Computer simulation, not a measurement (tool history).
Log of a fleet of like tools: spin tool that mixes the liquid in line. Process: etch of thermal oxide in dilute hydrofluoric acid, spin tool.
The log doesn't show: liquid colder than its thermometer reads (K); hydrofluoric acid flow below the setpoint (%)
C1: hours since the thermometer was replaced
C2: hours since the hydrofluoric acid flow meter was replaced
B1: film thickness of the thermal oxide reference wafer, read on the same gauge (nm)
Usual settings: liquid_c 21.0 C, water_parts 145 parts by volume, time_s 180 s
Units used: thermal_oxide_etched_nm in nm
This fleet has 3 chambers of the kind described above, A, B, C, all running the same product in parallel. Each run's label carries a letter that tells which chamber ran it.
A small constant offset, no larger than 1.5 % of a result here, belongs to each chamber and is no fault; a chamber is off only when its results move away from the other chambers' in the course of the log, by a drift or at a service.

run 1B hour=10.6 | liquid_c=21.0 water_parts=145 time_s=180 | C1=619.1 C2=268.4 | B1=130.00 | thermal_oxide_etched_nm=4.6345
run 2C hour=19.5 | liquid_c=21.0 water_parts=145 time_s=180 | C1=615.6 C2=483.0 | B1=130.00 | thermal_oxide_etched_nm=4.6847
run 3A hour=30.9 | liquid_c=21.0 water_parts=145 time_s=180 | C1=1579.7 C2=1165.2 | B1=130.00 | thermal_oxide_etched_nm=4.8058
-- hour=36.4 chamber C: hydrofluoric acid flow meter replaced
run 4C hour=41.7 | liquid_c=21.0 water_parts=145 time_s=180 | C1=637.8 C2=5.4 | B1=130.02 | thermal_oxide_etched_nm=4.7280
run 5B hour=54.6 | liquid_c=21.0 water_parts=145 time_s=180 | C1=663.1 C2=312.4 | B1=130.03 | thermal_oxide_etched_nm=4.7073
run 6A hour=66.5 | liquid_c=21.0 water_parts=145 time_s=180 | C1=1615.3 C2=1200.8 | B1=130.07 | thermal_oxide_etched_nm=4.7595
run 7B hour=74.0 | liquid_c=21.0 water_parts=145 time_s=180 | C1=682.5 C2=331.8 | B1=129.99 | thermal_oxide_etched_nm=4.6506
run 8A hour=80.5 | liquid_c=21.0 water_parts=145 time_s=180 | C1=1629.3 C2=1214.8 | B1=130.05 | thermal_oxide_etched_nm=4.7818
run 9C hour=88.3 | liquid_c=21.0 water_parts=145 time_s=180 | C1=684.4 C2=52.0 | B1=129.99 | thermal_oxide_etched_nm=4.7434
run 10A hour=97.1 | liquid_c=21.0 water_parts=145 time_s=180 | C1=1645.9 C2=1231.4 | B1=130.04 | thermal_oxide_etched_nm=4.7803
run 11C hour=111.3 | liquid_c=21.0 water_parts=145 time_s=180 | C1=707.4 C2=75.0 | B1=129.99 | thermal_oxide_etched_nm=4.7180
run 12B hour=123.6 | liquid_c=21.0 water_parts=145 time_s=180 | C1=732.1 C2=381.4 | B1=130.00 | thermal_oxide_etched_nm=4.6125
run 13A hour=136.7 | liquid_c=21.0 water_parts=145 time_s=180 | C1=1685.5 C2=1271.0 | B1=129.95 | thermal_oxide_etched_nm=4.6945
run 14C hour=146.4 | liquid_c=21.0 water_parts=145 time_s=180 | C1=742.5 C2=110.1 | B1=129.93 | thermal_oxide_etched_nm=4.6974
run 15B hour=158.4 | liquid_c=21.0 water_parts=145 time_s=180 | C1=766.9 C2=416.2 | B1=129.99 | thermal_oxide_etched_nm=4.7029
run 16B hour=165.7 | liquid_c=21.0 water_parts=145 time_s=180 | C1=774.2 C2=423.5 | B1=130.00 | thermal_oxide_etched_nm=4.6389
run 17C hour=174.6 | liquid_c=21.0 water_parts=145 time_s=180 | C1=770.7 C2=138.3 | B1=130.05 | thermal_oxide_etched_nm=4.6705
run 18A hour=188.3 | liquid_c=21.0 water_parts=95 time_s=265 | C1=1737.1 C2=1322.6 | B1=129.95 | thermal_oxide_etched_nm=11.2940
run 19B hour=195.2 | liquid_c=21.0 water_parts=95 time_s=265 | C1=803.7 C2=453.0 | B1=130.00 | thermal_oxide_etched_nm=11.1970
run 20C hour=201.5 | liquid_c=21.0 water_parts=95 time_s=265 | C1=797.6 C2=165.2 | B1=130.00 | thermal_oxide_etched_nm=10.9150
run 21A hour=214.3 | liquid_c=21.0 water_parts=145 time_s=180 | C1=1763.1 C2=1348.6 | B1=130.05 | thermal_oxide_etched_nm=4.7047
run 22B hour=220.9 | liquid_c=17.5 water_parts=145 time_s=180 | C1=829.4 C2=478.7 | B1=130.02 | thermal_oxide_etched_nm=4.0291
run 23A hour=234.0 | liquid_c=17.5 water_parts=145 time_s=180 | C1=1782.8 C2=1368.3 | B1=130.01 | thermal_oxide_etched_nm=4.0957
run 24C hour=247.0 | liquid_c=17.5 water_parts=145 time_s=180 | C1=843.1 C2=210.7 | B1=129.99 | thermal_oxide_etched_nm=3.9931
run 25B hour=260.5 | liquid_c=21.0 water_parts=145 time_s=180 | C1=869.0 C2=518.3 | B1=129.97 | thermal_oxide_etched_nm=4.6924
run 26A hour=274.7 | liquid_c=21.0 water_parts=145 time_s=180 | C1=1823.5 C2=1409.0 | B1=130.00 | thermal_oxide_etched_nm=4.7004
run 27C hour=286.3 | liquid_c=18.0 water_parts=145 time_s=180 | C1=882.4 C2=250.0 | B1=130.02 | thermal_oxide_etched_nm=4.0454
run 28B hour=299.8 | liquid_c=18.0 water_parts=145 time_s=180 | C1=908.3 C2=557.6 | B1=129.99 | thermal_oxide_etched_nm=4.0922
run 29A hour=306.8 | liquid_c=18.0 water_parts=145 time_s=180 | C1=1855.6 C2=1441.1 | B1=129.97 | thermal_oxide_etched_nm=4.1533

Predict what each chamber gives when all 3 of them run the settings below next.
run 30A hour=317.1 | liquid_c=21.0 water_parts=145 time_s=180 | thermal_oxide_etched_nm=?
run 30B hour=317.1 | liquid_c=21.0 water_parts=145 time_s=180 | thermal_oxide_etched_nm=?
run 30C hour=317.1 | liquid_c=21.0 water_parts=145 time_s=180 | thermal_oxide_etched_nm=?

run=30A thermal_oxide_etched_nm=4.7704
run=30B thermal_oxide_etched_nm=4.6804
run=30C thermal_oxide_etched_nm=4.5487

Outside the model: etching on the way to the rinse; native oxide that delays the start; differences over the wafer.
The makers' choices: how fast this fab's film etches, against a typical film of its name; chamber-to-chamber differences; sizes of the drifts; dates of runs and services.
